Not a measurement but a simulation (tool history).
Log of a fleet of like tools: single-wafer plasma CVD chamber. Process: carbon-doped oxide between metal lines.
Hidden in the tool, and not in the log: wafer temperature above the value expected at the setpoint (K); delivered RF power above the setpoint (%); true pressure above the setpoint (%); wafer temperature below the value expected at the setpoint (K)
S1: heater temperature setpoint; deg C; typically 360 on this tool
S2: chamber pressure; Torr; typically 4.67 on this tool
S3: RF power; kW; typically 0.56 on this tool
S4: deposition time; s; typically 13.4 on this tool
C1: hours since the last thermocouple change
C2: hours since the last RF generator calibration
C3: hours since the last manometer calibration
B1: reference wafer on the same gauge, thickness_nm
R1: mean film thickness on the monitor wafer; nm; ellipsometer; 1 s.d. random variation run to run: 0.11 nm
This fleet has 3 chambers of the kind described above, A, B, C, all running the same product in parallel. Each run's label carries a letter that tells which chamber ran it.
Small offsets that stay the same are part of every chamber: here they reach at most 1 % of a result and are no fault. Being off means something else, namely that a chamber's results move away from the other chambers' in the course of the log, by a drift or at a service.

run   hour   S1    S2    S3    S4      C1      C2      C3      B1      R1
 1C    5.4  360  4.67  0.56  13.4  1899.1   519.9    34.1    76.2  71.969
 2B   12.9  360  4.67  0.56  13.4     291    47.5    89.3  76.171  71.433
 3A   18.9  360  4.67  0.56  13.4   868.2  1025.4  1121.3  76.149  71.096
 4B   29.7  360  4.67  0.56  13.4   307.8    64.3   106.1  76.124  71.391
 5A   36.2  360  4.67  0.56  13.4   885.5  1042.7  1138.6  76.147  71.421
 6C     47  360  4.67  0.56  13.4  1940.7   561.5    75.7  76.133  71.947
 7A   52.9  354   5.8  0.56  13.4   902.2  1059.4  1155.3  76.095  74.431
 8B   60.1  354   5.8  0.56  13.4   338.2    94.7   136.5  76.082  74.706
 9C     66  354   5.8  0.56  13.4  1959.7   580.5    94.7  76.098  75.156
10C   73.5  360  4.67  0.56  13.4  1967.2     588   102.2  76.102   71.85
11B   84.3  360  4.67  0.56  13.4   362.4   118.9   160.7  76.062  71.404
12A   94.8  360  4.67  0.56  13.4   944.1  1101.3  1197.2  76.054  71.146
13C  102.8  360  4.67  0.56  13.4  1996.5   617.3   131.5  76.008  71.927
14B  111.7  360  4.67  0.56  13.4   389.8   146.3   188.1   75.99  71.269
15A  123.5  360  4.67  0.56  13.4   972.8    1130  1225.9      76  71.079
16C  135.5  360  4.67  0.56  13.4  2029.2     650   164.2  75.967  71.801
17A  143.1  360  4.67  0.56  13.4   992.4  1149.6  1245.5  75.951  71.161
18B  153.4  360  4.67  0.56  13.4   431.5     188   229.8  75.916  71.479
19A  164.3  360  4.67  0.56  13.4  1013.6  1170.8  1266.7  75.879  71.084
20B  171.4  360  4.67  0.56  13.4   449.5     206   247.8  75.907  71.448
21C  182.5  360  4.67  0.56  13.4  2076.2     697   211.2  75.867  71.737
22A  190.9  374  4.67  0.56  13.4  1040.2  1197.4  1293.3  75.901  68.861
23B  201.3  374  4.67  0.56  13.4   479.4   235.9   277.7  75.852  68.879
24C  207.7  374  4.67  0.56  13.4  2101.4   722.2   236.4  75.836  69.183
25A  219.3  360  4.67  0.56  13.4  1068.6  1225.8  1321.7  75.836  71.013
26C  229.6  348  4.67  0.56  13.4  2123.3   744.1   258.3    75.8  73.956
27B  240.2  348  4.67  0.56  13.4   518.3   274.8   316.6   75.78  73.554
28A  252.2  348  4.67  0.56  13.4  1101.5  1258.7  1354.6  75.776  73.346
29B  259.9  360  4.67  0.56  13.4     538   294.5   336.3   75.78  71.136

What goes on in this fleet: one chamber off, a drifting gauge, or nothing beyond the chambers' own small offsets? Name the chamber and the cause, if any.

The gauge drifts, so all chambers seem to drift together. No chamber is off.
What lies behind it: gauge reads low (%) = 0.609.
